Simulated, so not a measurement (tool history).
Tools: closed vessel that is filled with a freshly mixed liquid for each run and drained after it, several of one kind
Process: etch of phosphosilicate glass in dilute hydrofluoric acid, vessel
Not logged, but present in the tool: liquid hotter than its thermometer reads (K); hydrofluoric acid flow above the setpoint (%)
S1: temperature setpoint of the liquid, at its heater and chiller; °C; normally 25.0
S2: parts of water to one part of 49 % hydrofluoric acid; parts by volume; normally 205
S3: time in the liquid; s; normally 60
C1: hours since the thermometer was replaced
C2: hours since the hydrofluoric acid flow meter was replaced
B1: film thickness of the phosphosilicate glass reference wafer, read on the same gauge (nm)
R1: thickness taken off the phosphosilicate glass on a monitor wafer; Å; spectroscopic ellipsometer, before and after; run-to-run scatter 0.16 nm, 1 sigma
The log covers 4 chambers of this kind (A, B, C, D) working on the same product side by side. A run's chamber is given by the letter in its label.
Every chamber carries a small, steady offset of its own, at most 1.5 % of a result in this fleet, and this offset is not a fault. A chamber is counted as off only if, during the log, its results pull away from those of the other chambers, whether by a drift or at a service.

| run | hour | S1 | S2 | S3 | C1 | C2 | B1 | R1 |
|---|---|---|---|---|---|---|---|---|
| 1A | 6.5 | 25.0 | 205 | 60 | 1286.7 | 790.6 | 80.032 | 166.28 |
| 2B | 15.5 | 25.0 | 205 | 60 | 313.2 | 361.9 | 79.957 | 163.13 |
| 3D | 23.0 | 25.0 | 205 | 60 | 1496.0 | 1150.8 | 80.063 | 161.66 |
|  | 26.0 | chamber A: hydrofluoric acid flow meter replaced |
| 4C | 31.4 | 25.0 | 205 | 60 | 349.9 | 246.7 | 80.047 | 161.43 |
| 5D | 37.2 | 25.0 | 265 | 90 | 1510.2 | 1165.0 | 79.992 | 175.03 |
| 6B | 42.8 | 25.0 | 265 | 90 | 340.5 | 389.2 | 80.005 | 178.76 |
| 7C | 52.3 | 25.0 | 265 | 90 | 370.8 | 267.6 | 80.010 | 177.81 |
| 8A | 60.1 | 25.0 | 265 | 90 | 1340.3 | 34.1 | 80.003 | 177.62 |
| 9B | 66.1 | 29.5 | 205 | 60 | 363.8 | 412.5 | 80.007 | 190.66 |
| 10C | 73.9 | 29.5 | 205 | 60 | 392.4 | 289.2 | 79.979 | 189.34 |
| 11D | 81.0 | 29.5 | 205 | 60 | 1554.0 | 1208.8 | 80.012 | 186.18 |
| 12A | 89.5 | 29.5 | 205 | 60 | 1369.7 | 63.5 | 79.975 | 189.00 |
| 13D | 95.8 | 25.0 | 205 | 60 | 1568.8 | 1223.6 | 80.032 | 159.81 |
| 14B | 104.8 | 25.0 | 205 | 60 | 402.5 | 451.2 | 80.014 | 162.02 |
| 15C | 114.0 | 25.0 | 205 | 60 | 432.5 | 329.3 | 79.961 | 161.93 |
| 16A | 121.9 | 25.0 | 205 | 60 | 1402.1 | 95.9 | 80.026 | 164.03 |
| 17C | 129.7 | 25.0 | 205 | 60 | 448.2 | 345.0 | 79.986 | 164.55 |
| 18A | 138.0 | 25.0 | 160 | 60 | 1418.2 | 112.0 | 79.961 | 219.18 |
| 19D | 143.1 | 25.0 | 160 | 60 | 1616.1 | 1270.9 | 79.971 | 217.38 |
| 20B | 148.1 | 25.0 | 160 | 60 | 445.8 | 494.5 | 80.007 | 223.69 |
| 21A | 154.3 | 25.0 | 160 | 60 | 1434.5 | 128.3 | 80.004 | 222.57 |
| 22D | 159.0 | 25.0 | 205 | 60 | 1632.0 | 1286.8 | 79.996 | 157.28 |
| 23C | 165.7 | 25.0 | 205 | 60 | 484.2 | 381.0 | 80.035 | 163.91 |
| 24B | 174.8 | 25.0 | 205 | 60 | 472.5 | 521.2 | 80.010 | 171.51 |
| 25A | 183.1 | 25.0 | 205 | 60 | 1463.3 | 157.1 | 79.999 | 164.22 |
| 26B | 193.2 | 25.0 | 205 | 60 | 490.9 | 539.6 | 79.963 | 171.41 |
| 27D | 197.8 | 25.0 | 205 | 60 | 1670.8 | 1325.6 | 79.965 | 161.87 |
| 28C | 202.7 | 25.0 | 205 | 60 | 521.2 | 418.0 | 79.998 | 162.40 |
| 29A | 211.7 | 25.0 | 205 | 60 | 1491.9 | 185.7 | 80.010 | 162.23 |
| 30C | 217.2 | 25.0 | 205 | 80 | 535.7 | 432.5 | 80.013 | 215.07 |
| 31B | 223.0 | 25.0 | 205 | 80 | 520.7 | 569.4 | 79.979 | 231.15 |
| 32D | 232.7 | 25.0 | 205 | 80 | 1705.7 | 1360.5 | 80.009 | 215.73 |
| 33A | 241.6 | 25.0 | 205 | 80 | 1521.8 | 215.6 | 80.036 | 216.05 |
| 34B | 250.2 | 25.0 | 205 | 60 | 547.9 | 596.6 | 80.016 | 173.84 |
| 35D | 256.5 | 25.0 | 205 | 60 | 1729.5 | 1384.3 | 79.954 | 162.23 |

Has any chamber moved away from the others, gradually or after a service, or does the common gauge drift, or do the chambers differ only by their own small steady offsets? State the chamber and the most likely cause if one applies.

It is chamber B that slowly wanders off from its peers.
Most likely cause: liquid hotter than its thermometer reads (K) = 2.09.
The log may not tell that from: hydrofluoric acid flow above the setpoint (%).

Which of the 4 candidates below, each the usual settings with something changed and its results left as question marks, puts chamber B back in line with what the other chambers give on the usual settings?
In-line tolerance around the mean of the other chambers on the usual settings: R1 5.50 Å
| 36B-1 | 263.7 | 27.0 | 205 | 60 |  |  |  | ? |
| 36B-2 | 263.7 | 24.5 | 225 | 60 |  |  |  | ? |
| 36B-3 | 263.7 | 23.0 | 205 | 60 |  |  |  | ? |
| 36B-4 | 263.7 | 25.0 | 195 | 65 |  |  |  | ? |

What the other chambers average on the usual settings: R1 162.02 Å
| run | R1 |
|---|---|
| 36B-1 | 187.40 |
| 36B-2 | 152.87 |
| 36B-3 | 162.29 |
| 36B-4 | 200.93 |
36B-3 is the one that brings the chamber's results back in line with the other chambers.
